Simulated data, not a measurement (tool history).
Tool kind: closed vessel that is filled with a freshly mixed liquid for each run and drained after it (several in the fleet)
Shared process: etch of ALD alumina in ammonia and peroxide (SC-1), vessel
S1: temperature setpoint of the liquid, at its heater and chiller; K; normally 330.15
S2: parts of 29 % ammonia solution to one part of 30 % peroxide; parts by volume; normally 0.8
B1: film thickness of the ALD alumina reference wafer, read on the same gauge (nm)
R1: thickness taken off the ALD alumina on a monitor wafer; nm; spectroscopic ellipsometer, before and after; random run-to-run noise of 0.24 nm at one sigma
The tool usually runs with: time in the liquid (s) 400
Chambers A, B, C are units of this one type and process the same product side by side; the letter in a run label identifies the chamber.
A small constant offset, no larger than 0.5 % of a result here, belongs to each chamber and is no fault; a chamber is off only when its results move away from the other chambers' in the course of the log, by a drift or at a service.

run 1C hour=2.8 | S1=330.15 S2=0.8 time_in_the_liquid_(s)=400 | B1=140.02 | R1=51.852
run 2A hour=7.3 | S1=330.15 S2=0.8 time_in_the_liquid_(s)=400 | B1=139.99 | R1=51.768
run 3B hour=12.3 | S1=330.15 S2=0.8 time_in_the_liquid_(s)=400 | B1=140.00 | R1=51.465
run 4A hour=18.3 | S1=330.15 S2=0.8 time_in_the_liquid_(s)=400 | B1=140.01 | R1=51.559
run 5B hour=22.5 | S1=330.15 S2=0.8 time_in_the_liquid_(s)=400 | B1=140.04 | R1=51.532
-- hour=25.0 chamber B: new drum of ammonia solution connected
run 6C hour=25.4 | S1=330.15 S2=0.8 time_in_the_liquid_(s)=400 | B1=139.96 | R1=51.686
run 7A hour=28.4 | S1=330.15 S2=0.8 time_in_the_liquid_(s)=400 | B1=140.00 | R1=51.533
run 8B hour=31.2 | S1=330.15 S2=0.8 time_in_the_liquid_(s)=400 | B1=139.99 | R1=51.253
run 9C hour=36.7 | S1=330.15 S2=0.8 time_in_the_liquid_(s)=400 | B1=140.01 | R1=51.555
run 10C hour=39.9 | S1=330.15 S2=0.8 time_in_the_liquid_(s)=400 | B1=139.97 | R1=52.079
run 11B hour=43.3 | S1=330.15 S2=0.8 time_in_the_liquid_(s)=400 | B1=140.04 | R1=51.509
-- hour=46.3 chamber B: thermometer replaced
run 12A hour=49.2 | S1=330.15 S2=0.8 time_in_the_liquid_(s)=400 | B1=139.99 | R1=51.406
run 13C hour=54.5 | S1=330.15 S2=0.8 time_in_the_liquid_(s)=400 | B1=140.00 | R1=51.801
-- hour=55.5 chamber A: new drum of ammonia solution connected
run 14A hour=59.1 | S1=330.15 S2=0.8 time_in_the_liquid_(s)=400 | B1=139.98 | R1=51.001
run 15B hour=64.4 | S1=330.15 S2=0.8 time_in_the_liquid_(s)=400 | B1=139.98 | R1=51.450
run 16A hour=68.9 | S1=330.15 S2=0.8 time_in_the_liquid_(s)=400 | B1=139.99 | R1=50.790
run 17B hour=72.7 | S1=330.15 S2=0.8 time_in_the_liquid_(s)=400 | B1=139.98 | R1=51.251
run 18C hour=75.6 | S1=330.15 S2=0.8 time_in_the_liquid_(s)=400 | B1=140.02 | R1=51.711
run 19B hour=81.3 | S1=330.15 S2=0.8 time_in_the_liquid_(s)=400 | B1=139.99 | R1=51.491
run 20C hour=87.2 | S1=334.15 S2=0.8 time_in_the_liquid_(s)=400 | B1=139.98 | R1=63.635
run 21A hour=93.0 | S1=334.15 S2=0.8 time_in_the_liquid_(s)=400 | B1=140.02 | R1=62.069
run 22A hour=96.5 | S1=334.15 S2=0.8 time_in_the_liquid_(s)=400 | B1=139.98 | R1=61.911
run 23B hour=101.3 | S1=330.15 S2=0.8 time_in_the_liquid_(s)=400 | B1=140.02 | R1=51.529
run 24C hour=106.0 | S1=330.15 S2=0.8 time_in_the_liquid_(s)=400 | B1=139.99 | R1=52.187
run 25B hour=108.9 | S1=330.15 S2=0.8 time_in_the_liquid_(s)=400 | B1=140.00 | R1=51.707
run 26A hour=114.5 | S1=330.15 S2=0.8 time_in_the_liquid_(s)=400 | B1=139.97 | R1=49.698
run 27C hour=120.4 | S1=330.15 S2=0.8 time_in_the_liquid_(s)=400 | B1=139.97 | R1=51.757
run 28B hour=125.8 | S1=330.15 S2=0.8 time_in_the_liquid_(s)=400 | B1=140.02 | R1=51.480
run 29A hour=130.3 | S1=330.15 S2=0.8 time_in_the_liquid_(s)=400 | B1=139.99 | R1=49.413
run 30C hour=133.6 | S1=330.15 S2=0.8 time_in_the_liquid_(s)=400 | B1=140.00 | R1=51.699
run 31C hour=139.6 | S1=336.65 S2=0.8 time_in_the_liquid_(s)=400 | B1=140.02 | R1=72.907

Decide between three cases: one chamber stands off from its peers, the gauge reading all wafers drifts, or nothing is wrong past each chamber's small offset. Where a chamber is off, say which and what most likely put it there.

Little by little, chamber A moves away from the other chambers.
Likeliest cause: liquid colder than its thermometer reads (K) = 0.936.

Which of the 4 candidates below, each the usual settings with something changed and its results left as question marks, puts chamber A back in line with what the other chambers give on the usual settings?
Maximum distance from the other chambers' mean on the usual settings for a result to count as in line: R1 0.830 nm
run 32A-1 hour=144.0 | S1=331.15 S2=0.8 time_in_the_liquid_(s)=400 | R1=?
run 32A-2 hour=144.0 | S1=330.15 S2=0.8 time_in_the_liquid_(s)=435 | R1=?
run 32A-3 hour=144.0 | S1=329.65 S2=0.8 time_in_the_liquid_(s)=390 | R1=?
run 32A-4 hour=144.0 | S1=330.15 S2=0.8 time_in_the_liquid_(s)=365 | R1=?

The other chambers' mean on the usual settings: R1 51.660 nm
run=32A-1 R1=51.812
run=32A-2 R1=53.433
run=32A-3 R1=46.657
run=32A-4 R1=44.835
The right change is 32A-1: it brings the chamber back within the allowed miss of the others.
